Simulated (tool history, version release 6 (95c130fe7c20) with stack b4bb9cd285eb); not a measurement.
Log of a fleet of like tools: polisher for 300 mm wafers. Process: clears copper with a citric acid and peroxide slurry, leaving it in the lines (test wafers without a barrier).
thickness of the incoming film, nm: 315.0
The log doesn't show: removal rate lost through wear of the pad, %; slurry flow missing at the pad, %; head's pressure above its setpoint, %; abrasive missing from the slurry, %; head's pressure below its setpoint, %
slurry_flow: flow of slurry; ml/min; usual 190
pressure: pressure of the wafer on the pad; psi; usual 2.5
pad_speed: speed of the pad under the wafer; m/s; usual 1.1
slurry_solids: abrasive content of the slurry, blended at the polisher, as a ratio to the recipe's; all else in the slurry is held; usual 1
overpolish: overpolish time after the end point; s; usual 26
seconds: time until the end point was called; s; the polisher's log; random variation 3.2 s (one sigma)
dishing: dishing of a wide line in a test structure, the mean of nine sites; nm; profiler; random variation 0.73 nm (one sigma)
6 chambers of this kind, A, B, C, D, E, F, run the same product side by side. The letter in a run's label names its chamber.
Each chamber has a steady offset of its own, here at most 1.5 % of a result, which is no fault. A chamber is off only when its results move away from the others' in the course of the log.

run,day,slurry_flow,pressure,pad_speed,slurry_solids,overpolish,wafers polished on this pad,hours since the slurry nozzle was cleaned,hours since the head pressure was calibrated,hours since the slurry blender was calibrated,seconds,dishing
1D,0.275,190,2.5,1.1,1,26,165,67.8,297.1,49.6,177.7,32.959
2C,0.45,190,2.5,1.1,1,26,1239,261.9,74.6,244.8,177.75,32.891
3E,0.721,190,2.5,1.1,1,26,586,513.4,168.6,54.5,178.04,31.714
# day 0.817: chamber C: worn pad replaced by a new one
4B,1.038,190,2.5,1.1,1,26,461,61.1,106.5,167.6,181.58,32.152
# day 1.304: chamber A: worn pad replaced by a new one
# day 1.329: chamber A: slurry blender recalibrated
5F,1.433,190,2.5,1.1,1,26,527,670.4,406.3,125,185.85,32.138
# day 1.504: chamber F: head pressure recalibrated
6A,1.775,190,2.5,1.1,1,26,70,562.5,48.1,10.7,176.58,32.866
7A,2.171,190,2.5,1.26,0.75,26,128,572,57.6,20.2,169.99,34.763
8F,2.379,190,2.5,1.26,0.75,26,668,693.1,21.1,147.7,170.4,33.881
# day 2.45: chamber F: slurry blender recalibrated
9E,2.688,190,2.5,1.26,0.75,26,878,560.6,215.8,101.7,170.53,34.608
# day 2.754: chamber D: worn pad replaced by a new one
10D,3.008,190,2.5,1.26,0.75,26,37,133.4,362.7,115.2,159.67,34.979
11B,3.233,190,2.5,1.26,0.75,26,787,113.8,159.2,220.3,166.62,34.029
# day 3.246: chamber E: worn pad replaced by a new one
12C,3.512,190,2.5,1.26,0.75,26,400,335.4,148.1,318.3,169.14,34.463
# day 3.6: chamber B: worn pad replaced by a new one
13B,3.696,190,2.5,1.1,1,26,14,124.9,170.3,231.4,180.95,32.612
14F,3.9,190,2.5,1.1,1,26,893,729.6,57.6,34.9,179.05,31.704
15D,4.175,190,2.5,1.1,0.9,26,211,161.4,390.7,143.2,186.8,32.826
# day 4.317: chamber D: slurry blender recalibrated
16C,4.392,190,2.5,1.1,0.9,26,531,356.5,169.2,339.4,180.97,31.896
# day 4.571: chamber F: slurry nozzle cleaned
17A,4.783,190,2.5,1.1,0.9,26,516,634.7,120.3,82.9,185.5,31.673
18E,5.058,190,2.5,1.1,0.9,26,269,617.5,272.7,158.6,181.12,32.05
19C,5.267,190,2.5,1.1,0.9,26,661,377.5,190.2,360.4,187.32,31.686
20E,5.546,190,2.5,1.1,0.9,26,341,629.2,284.4,170.3,184.42,32.691
# day 5.55: chamber F: worn pad replaced by a new one
21A,5.942,190,2.5,1.1,1,32,688,662.5,148.1,110.7,181.16,38.531
22F,6.221,190,2.5,1.1,1,32,99,39.7,113.3,90.6,179.84,37.694
23B,6.533,190,2.5,1.1,1,32,436,193,238.4,299.5,183.12,39.944
24D,6.775,190,2.5,1.1,1,32,597,223.8,453.1,59.1,181.77,38.075
# day 6.817: chamber D: worn pad replaced by a new one
25F,7.112,190,2.5,1.1,1,32,232,61.1,134.7,112,182.71,36.355
# day 7.208: chamber A: slurry nozzle cleaned
# day 7.283: chamber F: slurry blender recalibrated
# day 7.288: chamber D: slurry nozzle cleaned
26D,7.458,190,2.5,1.1,1,32,95,4.1,469.5,75.5,180.07,40.542
27B,7.671,190,2.5,1.1,1,26,605,220.3,265.7,326.8,178.88,30.687
28A,7.904,190,2.5,1.1,1,26,980,16.7,195.2,157.8,178.32,31.691
29C,8.258,190,2.5,1.1,1,26,1105,449.3,262,432.2,180.25,32.23
# day 8.329: chamber C: worn pad replaced by a new one
30E,8.454,190,2.5,1.1,1,26,773,699,354.2,240.1,179.36,31.647
# day 8.783: chamber B: slurry blender recalibrated
31C,8.825,190,2.5,1.1,1,26,73,462.9,275.6,445.8,179.49,32.835
# day 8.879: chamber E: worn pad replaced by a new one
32D,9.117,190,2.5,1.1,1,26,341,43.9,509.3,115.3,175.11,31.95
# day 9.179: chamber D: head pressure recalibrated
# day 9.362: chamber B: worn pad replaced by a new one
33E,9.433,190,2.5,1.1,1,26,82,722.5,377.7,263.6,184.51,31.751
34A,9.721,190,2.5,1.1,1.3,26,1250,60.3,238.8,201.4,172.08,33.001
35F,10.075,190,2.5,1.1,1.3,26,672,132.2,205.8,67,168.93,34.508
36B,10.258,190,2.5,1.1,1.3,26,133,282.4,327.8,35.5,169.35,33.243
37B,10.479,190,2.5,1.1,1.3,26,166,287.7,333.1,40.8,165.54,33.479
# day 10.654: chamber D: slurry blender recalibrated
# day 10.708: chamber D: worn pad replaced by a new one
38C,10.754,190,2.5,1.1,1.3,26,360,509.2,321.9,492.1,170.54,35.044
# day 10.858: chamber A: worn pad replaced by a new one
39D,10.933,190,2.5,1.1,1.3,26,33,87.5,42.2,6.7,162.26,33.609
40E,11.271,190,2.5,1.1,1,26,355,766.6,421.8,307.7,174.02,33.845
41A,11.65,190,2.5,1.1,1,26,117,106.6,285.1,247.7,184.17,32.633

What goes on in this fleet: one chamber off, a drifting gauge, or nothing beyond the chambers' own small offsets? Name the chamber and the cause, if any.

No chamber stands off beyond its own small offset, and the gauge holds steady.

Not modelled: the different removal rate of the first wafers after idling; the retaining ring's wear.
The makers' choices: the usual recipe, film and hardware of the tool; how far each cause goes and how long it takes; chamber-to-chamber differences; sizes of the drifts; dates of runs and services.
